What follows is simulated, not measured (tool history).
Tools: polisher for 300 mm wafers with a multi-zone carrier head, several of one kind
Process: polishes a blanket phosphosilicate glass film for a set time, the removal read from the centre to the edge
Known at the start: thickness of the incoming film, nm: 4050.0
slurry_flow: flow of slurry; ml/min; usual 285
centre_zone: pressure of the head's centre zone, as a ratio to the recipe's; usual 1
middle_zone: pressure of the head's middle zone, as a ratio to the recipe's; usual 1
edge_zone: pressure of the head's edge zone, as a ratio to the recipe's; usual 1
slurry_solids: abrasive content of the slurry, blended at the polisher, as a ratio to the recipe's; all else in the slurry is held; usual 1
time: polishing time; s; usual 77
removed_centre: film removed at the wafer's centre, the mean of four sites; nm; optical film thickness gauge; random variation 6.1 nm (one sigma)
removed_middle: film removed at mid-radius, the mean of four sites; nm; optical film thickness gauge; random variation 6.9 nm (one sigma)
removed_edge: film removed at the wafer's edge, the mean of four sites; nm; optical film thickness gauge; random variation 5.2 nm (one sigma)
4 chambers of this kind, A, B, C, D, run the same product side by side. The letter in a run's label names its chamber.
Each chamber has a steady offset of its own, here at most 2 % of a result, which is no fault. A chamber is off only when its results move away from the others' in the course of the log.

run,hour,slurry_flow,centre_zone,middle_zone,edge_zone,slurry_solids,time,removed_centre,removed_middle,removed_edge
# hour 2.4: chamber D: edge zone pressure recalibrated
1D,7.9,285,1,1,1,1,77,592.15,612.07,583.43
2C,17.5,285,1,1,1,1,77,586.17,582.48,601.57
# hour 17.6: chamber A: edge zone pressure recalibrated
3B,22.7,285,1,1,1,1,77,600.61,578.9,576.79
4A,33.5,285,1,1,1,1,77,590.82,576.91,598.2
# hour 36.5: chamber C: edge zone pressure recalibrated
5C,41.6,285,1,1,1,1,77,591.69,587.27,594.39
6D,46.8,285,1,1,1,1,77,599.26,595.28,587.41
# hour 51.9: chamber C: worn pad replaced by a new one
7A,55.6,285,1,1,1,1,77,582.37,581.41,601.17
# hour 59.4: chamber C: slurry nozzle cleaned
8B,65.7,285,1,1,1,1,77,601.9,598.21,586.29
9C,73.3,285,1,1,1,1,77,583.31,595.36,596.34
10B,81.8,285,1,1,1,1,77,606.66,609.2,580.12
11D,89.5,285,0.9,1.09,1,1,77,527.22,653.36,588.37
12A,96.3,285,0.9,1.09,1,1,77,505.7,636.57,580.48
13C,102,285,0.9,1.09,1,1,77,530.82,640.87,586.41
# hour 104.8: chamber D: worn pad replaced by a new one
14A,112,285,0.9,1.09,1,1,77,509.01,604.7,575.95
# hour 116.8: chamber B: slurry nozzle cleaned
# hour 117.3: chamber B: worn pad replaced by a new one
15D,118,285,1,1,1,1,77,597.23,576.59,598.83
16B,127.6,285,1,1,1,1,77,597.11,610.59,588.52
17D,135.8,285,1,1,1,1,77,591.63,598.61,594.35
18C,145.7,285,1,1,1,1,77,597.86,594.38,595.52
19A,154.6,285,1,1,1,1,77,556.99,572.5,573.12
20B,161.7,285,1,1,1,1,77,588.21,599.42,579.99
21B,169.4,285,1,1,1,1,77,595.44,601.76,586.02
# hour 175: chamber C: worn pad replaced by a new one
22A,178.4,285,1,1,1,1,77,553.54,554.57,558.61
23C,183.8,285,1,1,1,0.75,77,507.36,506.86,517.25
24D,190.3,285,1,1,1,0.75,77,530.01,521.4,518.2

Next, every chamber runs the same settings. What will each give?
25A,198.5,285,1,1,0.95,1,77,?,?,?
25B,198.5,285,1,1,0.95,1,77,?,?,?
25C,198.5,285,1,1,0.95,1,77,?,?,?
25D,198.5,285,1,1,0.95,1,77,?,?,?

run,removed_centre,removed_middle,removed_edge
25A,551.13,556.25,546.22
25B,591.12,586.83,561.99
25C,594.98,581.91,587.54
25D,594.02,594.37,576.5
